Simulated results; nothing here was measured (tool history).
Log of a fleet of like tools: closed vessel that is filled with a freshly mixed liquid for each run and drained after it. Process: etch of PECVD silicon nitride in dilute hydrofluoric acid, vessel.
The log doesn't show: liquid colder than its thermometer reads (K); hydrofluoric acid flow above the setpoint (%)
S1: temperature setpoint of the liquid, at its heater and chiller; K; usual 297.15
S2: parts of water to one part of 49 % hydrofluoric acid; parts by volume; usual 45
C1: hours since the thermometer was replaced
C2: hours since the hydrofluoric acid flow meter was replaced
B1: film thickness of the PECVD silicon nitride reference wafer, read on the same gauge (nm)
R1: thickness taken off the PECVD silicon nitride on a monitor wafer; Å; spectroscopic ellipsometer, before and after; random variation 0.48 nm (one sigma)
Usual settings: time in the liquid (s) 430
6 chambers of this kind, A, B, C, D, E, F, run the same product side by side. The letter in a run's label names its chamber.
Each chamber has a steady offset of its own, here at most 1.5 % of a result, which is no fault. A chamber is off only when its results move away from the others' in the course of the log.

Run 1B, hour 8.2: usual settings; C1 508.1; C2 255.0; B1 139.99. Result: R1 535.66 Å.
Run 2A, hour 22.1: usual settings; C1 116.1; C2 569.4; B1 140.01. Result: R1 534.23 Å.
Run 3F, hour 29.0: usual settings; C1 983.7; C2 1584.0; B1 140.02. Result: R1 537.04 Å.
Run 4D, hour 36.0: usual settings; C1 730.3; C2 301.5; B1 140.01. Result: R1 525.46 Å.
Run 5E, hour 49.4: usual settings; C1 436.5; C2 388.0; B1 139.99. Result: R1 528.27 Å.
Run 6C, hour 61.6: usual settings; C1 1127.4; C2 713.9; B1 140.02. Result: R1 541.99 Å.
Run 7F, hour 69.8: usual settings; C1 1024.5; C2 1624.8; B1 139.99. Result: R1 540.51 Å.
Run 8E, hour 83.4: usual settings; C1 470.5; C2 422.0; B1 140.00. Result: R1 529.80 Å.
Run 9C, hour 96.8: usual settings; C1 1162.6; C2 749.1; B1 139.97. Result: R1 538.66 Å.
At hour 99.8: chamber C: hydrofluoric acid flow meter replaced.
Run 10A, hour 110.0: usual settings; C1 204.0; C2 657.3; B1 140.02. Result: R1 537.49 Å.
Run 11D, hour 119.4: usual settings; C1 813.7; C2 384.9; B1 140.01. Result: R1 539.24 Å.
Run 12B, hour 128.1: usual settings; C1 628.0; C2 374.9; B1 140.00. Result: R1 530.80 Å.
Run 13A, hour 140.9: usual settings; C1 234.9; C2 688.2; B1 140.01. Result: R1 528.93 Å.
Run 14E, hour 151.2: usual settings; C1 538.3; C2 489.8; B1 139.99. Result: R1 546.32 Å.
Run 15C, hour 160.6: usual settings; C1 1226.4; C2 60.9; B1 139.99. Result: R1 538.37 Å.
Run 16B, hour 167.1: usual settings; C1 667.0; C2 413.9; B1 140.00. Result: R1 536.53 Å.
Run 17D, hour 179.1: usual settings; C1 873.4; C2 444.6; B1 139.99. Result: R1 532.65 Å.
Run 18F, hour 188.7: usual settings but S1 293.15 K; C1 1143.4; C2 1743.7; B1 140.01. Result: R1 405.60 Å.
At hour 191.7: chamber D: hydrofluoric acid flow meter replaced.
Run 19D, hour 200.1: usual settings but S1 293.15 K; C1 894.4; C2 8.4; B1 140.02. Result: R1 405.53 Å.
Run 20C, hour 210.1: usual settings but S1 293.15 K; C1 1275.9; C2 110.4; B1 140.01. Result: R1 413.13 Å.
Run 21E, hour 222.3: usual settings but S1 293.15 K; C1 609.4; C2 560.9; B1 140.01. Result: R1 425.12 Å.
Run 22F, hour 231.7: usual settings but S1 293.15 K; C1 1186.4; C2 1786.7; B1 140.00. Result: R1 402.40 Å.
Run 23A, hour 244.7: usual settings but S1 293.15 K; C1 338.7; C2 792.0; B1 140.00. Result: R1 412.65 Å.
Run 24B, hour 250.8: usual settings; C1 750.7; C2 497.6; B1 140.03. Result: R1 531.89 Å.
Run 25A, hour 261.1: usual settings; C1 355.1; C2 808.4; B1 140.01. Result: R1 538.81 Å.
Run 26F, hour 271.1: usual settings; C1 1225.8; C2 1826.1; B1 140.00. Result: R1 534.06 Å.
Run 27D, hour 279.3: usual settings; C1 973.6; C2 87.6; B1 140.02. Result: R1 524.65 Å.
Run 28B, hour 292.2: usual settings; C1 792.1; C2 539.0; B1 139.99. Result: R1 533.26 Å.
Run 29E, hour 302.2: usual settings but S2 55 parts by volume, time in the liquid (s) 565; C1 689.3; C2 640.8; B1 140.02. Result: R1 612.62 Å.
Run 30C, hour 312.5: usual settings but S2 55 parts by volume, time in the liquid (s) 565; C1 1378.3; C2 212.8; B1 139.99. Result: R1 593.88 Å.
Run 31D, hour 323.1: usual settings but S2 55 parts by volume, time in the liquid (s) 565; C1 1017.4; C2 131.4; B1 140.00. Result: R1 579.52 Å.
Run 32C, hour 330.9: usual settings but S2 55 parts by volume, time in the liquid (s) 565; C1 1396.7; C2 231.2; B1 139.98. Result: R1 587.45 Å.
Run 33B, hour 343.5: usual settings but S2 55 parts by volume, time in the liquid (s) 565; C1 843.4; C2 590.3; B1 139.99. Result: R1 571.19 Å.
Run 34A, hour 353.9: usual settings but S2 55 parts by volume, time in the liquid (s) 565; C1 447.9; C2 901.2; B1 140.00. Result: R1 582.43 Å.
At hour 355.9: chamber D: thermometer replaced.
Run 35E, hour 365.5: usual settings; C1 752.6; C2 704.1; B1 140.01. Result: R1 583.69 Å.
Run 36F, hour 374.6: usual settings but S2 40 parts by volume; C1 1329.3; C2 1929.6; B1 139.99. Result: R1 603.45 Å.
Run 37D, hour 380.6: usual settings but S2 40 parts by volume; C1 24.7; C2 188.9; B1 140.02. Result: R1 604.05 Å.
Run 38A, hour 387.5: usual settings but S2 40 parts by volume; C1 481.5; C2 934.8; B1 140.00. Result: R1 588.86 Å.
Run 39C, hour 398.4: usual settings but S2 40 parts by volume; C1 1464.2; C2 298.7; B1 140.00. Result: R1 610.79 Å.
Run 40E, hour 409.4: usual settings but S2 40 parts by volume; C1 796.5; C2 748.0; B1 139.99. Result: R1 658.47 Å.
Run 41F, hour 418.3: usual settings but S2 40 parts by volume; C1 1373.0; C2 1973.3; B1 140.01. Result: R1 588.37 Å.
Run 42B, hour 428.2: usual settings; C1 928.1; C2 675.0; B1 140.02. Result: R1 536.46 Å.
Run 43B, hour 440.5: usual settings; C1 940.4; C2 687.3; B1 139.99. Result: R1 533.07 Å.

What goes on in this fleet: one chamber off, a drifting gauge, or nothing beyond the chambers' own small offsets? Name the chamber and the cause, if any.

Chamber E drifts away from the others.
Cause: hydrofluoric acid flow above the setpoint (%) = 10.4.
The log may not tell that from: liquid hotter than its thermometer reads (K).

Here are 4 candidates for chamber E's next run, each the usual settings with a change, their results left as question marks. Which one brings its results back in line with what the others give on the usual settings?
In line means no further than this from the other chambers' mean on the usual settings: R1 17.00 Å
Run 44E-1, hour 450.4: usual settings but S1 296.65 K. Result: R1 ?.
Run 44E-2, hour 450.4: usual settings but S2 50 parts by volume. Result: R1 ?.
Run 44E-3, hour 450.4: usual settings but time in the liquid (s) 445. Result: R1 ?.
Run 44E-4, hour 450.4: usual settings but S1 297.65 K, time in the liquid (s) 460. Result: R1 ?.

The other chambers' mean on the usual settings: R1 534.29 Å
  run      R1
44E-1  570.17
44E-2  531.64
44E-3  610.42
44E-4  652.70
44E-2 brings the chamber back in line.

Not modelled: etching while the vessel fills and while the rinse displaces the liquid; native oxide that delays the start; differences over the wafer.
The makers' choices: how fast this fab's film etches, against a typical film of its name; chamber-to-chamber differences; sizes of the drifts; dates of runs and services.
